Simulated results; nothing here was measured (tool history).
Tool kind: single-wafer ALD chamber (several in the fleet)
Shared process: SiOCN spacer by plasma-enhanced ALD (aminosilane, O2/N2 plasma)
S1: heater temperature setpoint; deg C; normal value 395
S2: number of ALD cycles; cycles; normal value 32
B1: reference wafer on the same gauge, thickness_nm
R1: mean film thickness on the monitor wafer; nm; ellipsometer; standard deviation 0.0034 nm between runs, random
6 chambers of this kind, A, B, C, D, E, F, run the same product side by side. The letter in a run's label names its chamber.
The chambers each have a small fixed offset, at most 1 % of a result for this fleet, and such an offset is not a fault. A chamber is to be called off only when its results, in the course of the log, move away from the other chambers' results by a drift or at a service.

{"run": "1B", "day": 0.221, "S1": 395, "S2": 32, "B1": 2.1699, "R1": 1.9264}
{"run": "2F", "day": 0.508, "S1": 395, "S2": 32, "B1": 2.1692, "R1": 1.9214}
{"run": "3D", "day": 0.762, "S1": 395, "S2": 32, "B1": 2.1699, "R1": 1.9274}
{"run": "4E", "day": 1.025, "S1": 395, "S2": 32, "B1": 2.1688, "R1": 1.9374}
{"run": "5A", "day": 1.304, "S1": 395, "S2": 35, "B1": 2.1675, "R1": 2.0898}
{"run": "6C", "day": 1.483, "S1": 395, "S2": 35, "B1": 2.1683, "R1": 2.0984}
{"run": "7B", "day": 1.696, "S1": 395, "S2": 35, "B1": 2.1665, "R1": 2.1009}
{"run": "8C", "day": 1.862, "S1": 395, "S2": 35, "B1": 2.1669, "R1": 2.0962}
{"day": 1.867, "done": "chamber B: thermocouple changed; heater temperature recalibrated"}
{"run": "9E", "day": 2.05, "S1": 395, "S2": 35, "B1": 2.1662, "R1": 2.1115}
{"run": "10F", "day": 2.3, "S1": 395, "S2": 35, "B1": 2.1655, "R1": 2.098}
{"run": "11A", "day": 2.6, "S1": 395, "S2": 32, "B1": 2.1643, "R1": 1.9013}
{"run": "12D", "day": 2.758, "S1": 395, "S2": 32, "B1": 2.1649, "R1": 1.9173}
{"run": "13E", "day": 2.946, "S1": 395, "S2": 32, "B1": 2.1648, "R1": 1.9327}
{"run": "14D", "day": 3.092, "S1": 395, "S2": 32, "B1": 2.1643, "R1": 1.921}
{"run": "15C", "day": 3.329, "S1": 395, "S2": 32, "B1": 2.1634, "R1": 1.9163}
{"run": "16F", "day": 3.529, "S1": 395, "S2": 32, "B1": 2.1631, "R1": 1.9123}
{"run": "17B", "day": 3.738, "S1": 395, "S2": 32, "B1": 2.1646, "R1": 1.9183}
{"run": "18A", "day": 3.954, "S1": 395, "S2": 32, "B1": 2.163, "R1": 1.9075}
{"run": "19D", "day": 4.121, "S1": 395, "S2": 32, "B1": 2.1628, "R1": 1.9187}
{"run": "20F", "day": 4.279, "S1": 386, "S2": 29, "B1": 2.1633, "R1": 1.7406}
{"run": "21C", "day": 4.596, "S1": 386, "S2": 29, "B1": 2.162, "R1": 1.7383}
{"run": "22A", "day": 4.821, "S1": 386, "S2": 29, "B1": 2.1616, "R1": 1.7301}
{"run": "23B", "day": 5.071, "S1": 386, "S2": 29, "B1": 2.1613, "R1": 1.7327}
{"run": "24E", "day": 5.346, "S1": 386, "S2": 29, "B1": 2.1613, "R1": 1.7474}
{"run": "25D", "day": 5.596, "S1": 386, "S2": 29, "B1": 2.161, "R1": 1.7386}
{"run": "26B", "day": 5.829, "S1": 395, "S2": 32, "B1": 2.16, "R1": 1.9213}
{"run": "27A", "day": 6.025, "S1": 395, "S2": 32, "B1": 2.1597, "R1": 1.9115}
{"run": "28E", "day": 6.321, "S1": 395, "S2": 32, "B1": 2.1581, "R1": 1.9238}
{"run": "29C", "day": 6.525, "S1": 387, "S2": 36, "B1": 2.1586, "R1": 2.1474}
{"run": "30F", "day": 6.688, "S1": 387, "S2": 36, "B1": 2.1578, "R1": 2.1489}
{"run": "31F", "day": 6.842, "S1": 387, "S2": 36, "B1": 2.1578, "R1": 2.1533}
{"run": "32E", "day": 6.992, "S1": 387, "S2": 36, "B1": 2.1573, "R1": 2.1723}
{"run": "33B", "day": 7.246, "S1": 387, "S2": 36, "B1": 2.1575, "R1": 2.1552}
{"run": "34A", "day": 7.533, "S1": 387, "S2": 36, "B1": 2.1568, "R1": 2.1366}
{"run": "35C", "day": 7.688, "S1": 395, "S2": 32, "B1": 2.1564, "R1": 1.905}
{"run": "36D", "day": 7.888, "S1": 395, "S2": 32, "B1": 2.1562, "R1": 1.9131}
{"run": "37D", "day": 8.146, "S1": 395, "S2": 32, "B1": 2.1554, "R1": 1.9148}
{"run": "38B", "day": 8.388, "S1": 395, "S2": 32, "B1": 2.1553, "R1": 1.9138}
{"run": "39C", "day": 8.688, "S1": 395, "S2": 32, "B1": 2.1555, "R1": 1.909}

Next, all 6 chambers run the settings below, one line each with question marks for the results. What does each chamber give?
{"run": "40A", "day": 8.921, "S1": 395, "S2": 34, "R1": "?"}
{"run": "40B", "day": 8.921, "S1": 395, "S2": 34, "R1": "?"}
{"run": "40C", "day": 8.921, "S1": 395, "S2": 34, "R1": "?"}
{"run": "40D", "day": 8.921, "S1": 395, "S2": 34, "R1": "?"}
{"run": "40E", "day": 8.921, "S1": 395, "S2": 34, "R1": "?"}
{"run": "40F", "day": 8.921, "S1": 395, "S2": 34, "R1": "?"}

run=40A R1=2.0189
run=40B R1=2.0286
run=40C R1=2.0317
run=40D R1=2.0307
run=40E R1=2.0454
run=40F R1=2.0225

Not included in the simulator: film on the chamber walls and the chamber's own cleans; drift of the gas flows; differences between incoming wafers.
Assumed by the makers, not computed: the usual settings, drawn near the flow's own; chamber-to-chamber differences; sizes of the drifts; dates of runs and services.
